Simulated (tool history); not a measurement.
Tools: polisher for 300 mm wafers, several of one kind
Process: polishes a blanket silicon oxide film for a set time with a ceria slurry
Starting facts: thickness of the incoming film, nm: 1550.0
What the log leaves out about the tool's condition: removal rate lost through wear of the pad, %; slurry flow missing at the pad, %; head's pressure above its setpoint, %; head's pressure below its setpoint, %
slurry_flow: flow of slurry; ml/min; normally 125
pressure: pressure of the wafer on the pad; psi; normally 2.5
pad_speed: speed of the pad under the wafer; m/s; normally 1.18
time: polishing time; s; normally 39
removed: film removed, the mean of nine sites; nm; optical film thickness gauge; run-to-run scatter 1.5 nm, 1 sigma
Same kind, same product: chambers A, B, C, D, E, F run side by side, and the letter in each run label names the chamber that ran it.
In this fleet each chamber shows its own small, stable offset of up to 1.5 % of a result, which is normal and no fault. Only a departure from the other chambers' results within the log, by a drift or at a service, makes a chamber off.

run	day	slurry_flow	pressure	pad_speed	time	wafers polished on this pad	hours since the slurry nozzle was cleaned	hours since the head pressure was calibrated	removed
# day 0.275: chamber A: worn pad replaced by a new one
1C	0.588	125	2.5	1.18	39	219	334.9	385.3	135.20
2F	0.858	125	2.5	1.18	39	1448	27.3	215.7	138.20
# day 1.000: chamber F: worn pad replaced by a new one
3A	1.212	125	2.5	1.18	39	241	360.8	91.0	137.31
4B	1.621	125	2.5	1.18	39	648	566.9	42.1	138.70
# day 1.846: chamber A: slurry nozzle cleaned
5D	2.004	125	2.5	1.18	39	921	167.0	161.9	135.18
# day 2.221: chamber E: worn pad replaced by a new one
6E	2.562	125	2.5	1.18	39	88	204.1	442.2	135.73
7B	3.033	150	2.5	1.18	39	1012	600.8	76.0	139.96
# day 3.054: chamber C: slurry nozzle cleaned
# day 3.129: chamber B: worn pad replaced by a new one
8A	3.417	150	2.5	1.18	39	808	37.8	143.9	141.53
9E	3.933	150	2.5	1.18	39	441	237.0	475.1	138.45
10D	4.242	150	2.5	1.18	39	1497	220.7	215.6	137.92
11C	4.608	150	2.5	1.18	39	1254	37.4	481.8	141.74
# day 4.612: chamber B: slurry nozzle cleaned
# day 4.954: chamber A: worn pad replaced by a new one
12F	5.067	150	2.5	1.18	39	1046	128.3	316.7	142.34
# day 5.292: chamber E: slurry nozzle cleaned
# day 5.454: chamber C: worn pad replaced by a new one
13F	5.629	125	2.5	1.18	39	1191	141.8	330.2	135.96
# day 5.796: chamber D: slurry nozzle cleaned
14D	6.004	125	2.5	1.18	39	1950	5.1	257.9	135.08
15C	6.567	125	2.5	1.18	39	286	84.4	528.8	132.97
# day 6.721: chamber B: worn pad replaced by a new one
# day 6.883: chamber F: worn pad replaced by a new one
16B	6.971	125	2.5	1.18	39	64	56.6	170.5	135.98
# day 7.188: chamber E: worn pad replaced by a new one
17E	7.450	125	2.5	1.18	39	68	51.9	559.5	135.23
18A	7.779	125	2.5	1.18	39	727	142.5	248.6	138.32
19C	8.304	125	2.5	1.18	39	733	126.1	570.5	136.56
20D	8.696	125	2.5	1.18	39	2643	69.7	322.5	133.03
21A	9.288	125	2.5	1.18	39	1115	178.7	284.8	135.25
22F	9.675	125	2.5	1.34	32	718	238.9	427.3	126.90
# day 10.029: chamber A: worn pad replaced by a new one
23B	10.108	125	2.5	1.34	32	872	131.9	245.8	126.09
# day 10.250: chamber B: worn pad replaced by a new one
24E	10.467	125	2.5	1.34	32	844	124.3	631.9	124.76
25E	10.904	125	2.5	1.34	32	957	134.8	642.4	127.63
26C	11.246	125	2.5	1.34	32	1490	196.7	641.1	128.42
# day 11.404: chamber C: worn pad replaced by a new one
27F	11.817	125	2.5	1.34	32	1269	290.3	478.7	128.93
28A	12.183	125	2.5	1.18	39	554	248.2	354.3	131.57
29B	12.500	125	2.5	1.18	39	578	189.3	303.2	135.45
# day 12.846: chamber F: worn pad replaced by a new one
# day 12.875: chamber F: slurry nozzle cleaned
# day 12.879: chamber E: worn pad replaced by a new one
30D	13.046	125	2.2	1.18	51	3762	174.1	426.9	146.43
31F	13.583	125	2.2	1.18	51	190	17.0	521.1	158.23
32A	14.083	125	2.2	1.18	51	1043	293.8	399.9	152.87
# day 14.183: chamber C: head pressure recalibrated
# day 14.408: chamber B: worn pad replaced by a new one
33C	14.496	125	2.2	1.18	51	796	274.7	7.6	156.82
34E	15.050	125	2.2	1.18	51	558	234.3	741.9	157.69
35D	15.425	125	2.2	1.18	51	4374	231.2	484.0	142.10
36B	15.842	125	2.5	1.18	39	369	269.5	383.4	135.67
37D	16.408	125	2.5	1.18	39	4627	254.8	507.6	122.86

One chamber off, gauge drift, or nothing amiss beyond the chambers' own small offsets? If it is a chamber, which one, and what is the likeliest cause?

It is chamber D that slowly wanders off from its peers.
Likeliest cause: removal rate lost through wear of the pad, % = 9.67.
With only this log, it may be confused with: slurry flow missing at the pad, %; head's pressure below its setpoint, %.

Which of the 4 candidates below, each the usual settings with something changed and its results left as question marks, puts chamber D back in line with what the other chambers give on the usual settings?
A result is in line if it is within this distance of the other chambers' mean on the usual settings: removed 5.20 nm
38D-1	16.833	125	2.6	1.22	40				?
38D-2	16.833	125	2.5	1.16	38				?
38D-3	16.833	125	2.5	1.12	37				?
38D-4	16.833	125	2.6	1.18	39				?

On the usual settings, the other chambers give on average: removed 136.02 nm
run	removed
38D-1	134.58
38D-2	117.03
38D-3	110.08
38D-4	126.98
38D-1 puts the chamber back in line with the other chambers.
